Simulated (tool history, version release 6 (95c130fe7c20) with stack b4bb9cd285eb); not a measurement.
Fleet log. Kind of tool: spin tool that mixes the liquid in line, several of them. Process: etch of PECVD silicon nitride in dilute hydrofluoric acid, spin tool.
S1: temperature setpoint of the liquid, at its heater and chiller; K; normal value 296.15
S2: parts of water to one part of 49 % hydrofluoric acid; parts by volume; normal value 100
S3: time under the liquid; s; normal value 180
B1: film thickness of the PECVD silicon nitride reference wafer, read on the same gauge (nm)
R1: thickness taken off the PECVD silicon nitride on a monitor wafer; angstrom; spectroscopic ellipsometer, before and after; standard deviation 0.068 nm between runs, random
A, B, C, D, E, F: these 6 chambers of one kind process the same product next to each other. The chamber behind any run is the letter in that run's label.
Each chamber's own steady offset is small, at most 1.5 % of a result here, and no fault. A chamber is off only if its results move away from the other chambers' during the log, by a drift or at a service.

run   hour      S1   S2   S3      B1      R1
 1F    5.9  296.15  100  180  69.991  76.036
       7.5  -- chamber E: thermometer replaced
 2A     10  296.15  100  180  70.028   76.82
 3B   14.5  296.15  100  180  70.017  77.825
 4C   17.8  296.15  100  180  70.017  76.646
 5D   23.9  296.15   65  180  69.991  117.36
 6E     27  296.15   65  180  69.967   117.3
 7E   30.2  296.15   65  180  69.999  116.19
 8F   34.5  296.15   65  180  69.995  115.46
 9B   37.9  296.15   65  180  69.974  120.19
10A   43.7  296.15   65  180   69.99  117.73
11D     50  296.15  100  180  69.982   75.74
12C   55.7  296.15  100  180  70.015  76.921
      58.7  -- chamber D: thermometer replaced
13A   60.2  296.15  100  180  70.004  77.193
14F   63.5  296.15  100  180  70.017  75.025
15C   67.4  296.15  100  180  69.962  76.931
16D   73.5  296.15   60  265  70.017  185.31
17E   79.7  296.15   60  265  69.977  188.48
18B   85.1  296.15   60  265  70.007  189.09
19D   89.9  296.15   60  265  70.008  182.36
20F   93.4  296.15   60  265  70.018  185.54
21C   99.3  296.15   60  265  69.991  190.09
22B  103.5  297.65  100  245  70.042  115.06
23A  109.5  297.65  100  245  70.001  115.13
24E  113.8  297.65  100  245  69.989  114.79
25D  118.3  297.65  100  245   69.98  111.68
26A  124.2  297.65  100  245  69.986  114.79
27F  128.1  297.65  100  245  70.017  113.65
28C  131.2  296.15  150  180  69.984  53.296
29E  135.5  296.15  150  180  69.994  50.219
30B  139.4  296.15  150  180  69.996  51.431
31F  142.1  296.15  150  180  70.012  49.627
32B  145.7  296.15  150  180  69.995  50.894
33D  151.3  296.15  150  180  69.985  51.056
34E  154.8  296.15  100  180  69.979  75.946
35C  158.6  296.15  100  180  70.022  80.306
36A  164.7  296.15  100  180  70.009  76.676
37C  168.6  296.15  100  180  70.043  81.526
38A  172.8  296.15  100  180  70.024  77.168
39E  175.8  296.15  100  180  70.023  77.232
40F  180.5  296.15  100  180  70.002  75.399
41B  184.9  291.65  120  180  69.992  47.153

For the next run the whole fleet of 6 chambers uses the same settings. Give each chamber's results:
42A  189.4  296.15  75  180       ?
42B  189.4  296.15  75  180       ?
42C  189.4  296.15  75  180       ?
42D  189.4  296.15  75  180       ?
42E  189.4  296.15  75  180       ?
42F  189.4  296.15  75  180       ?

run      R1
42A  102.12
42B  101.85
42C  110.86
42D  100.79
42E  102.23
42F  98.858

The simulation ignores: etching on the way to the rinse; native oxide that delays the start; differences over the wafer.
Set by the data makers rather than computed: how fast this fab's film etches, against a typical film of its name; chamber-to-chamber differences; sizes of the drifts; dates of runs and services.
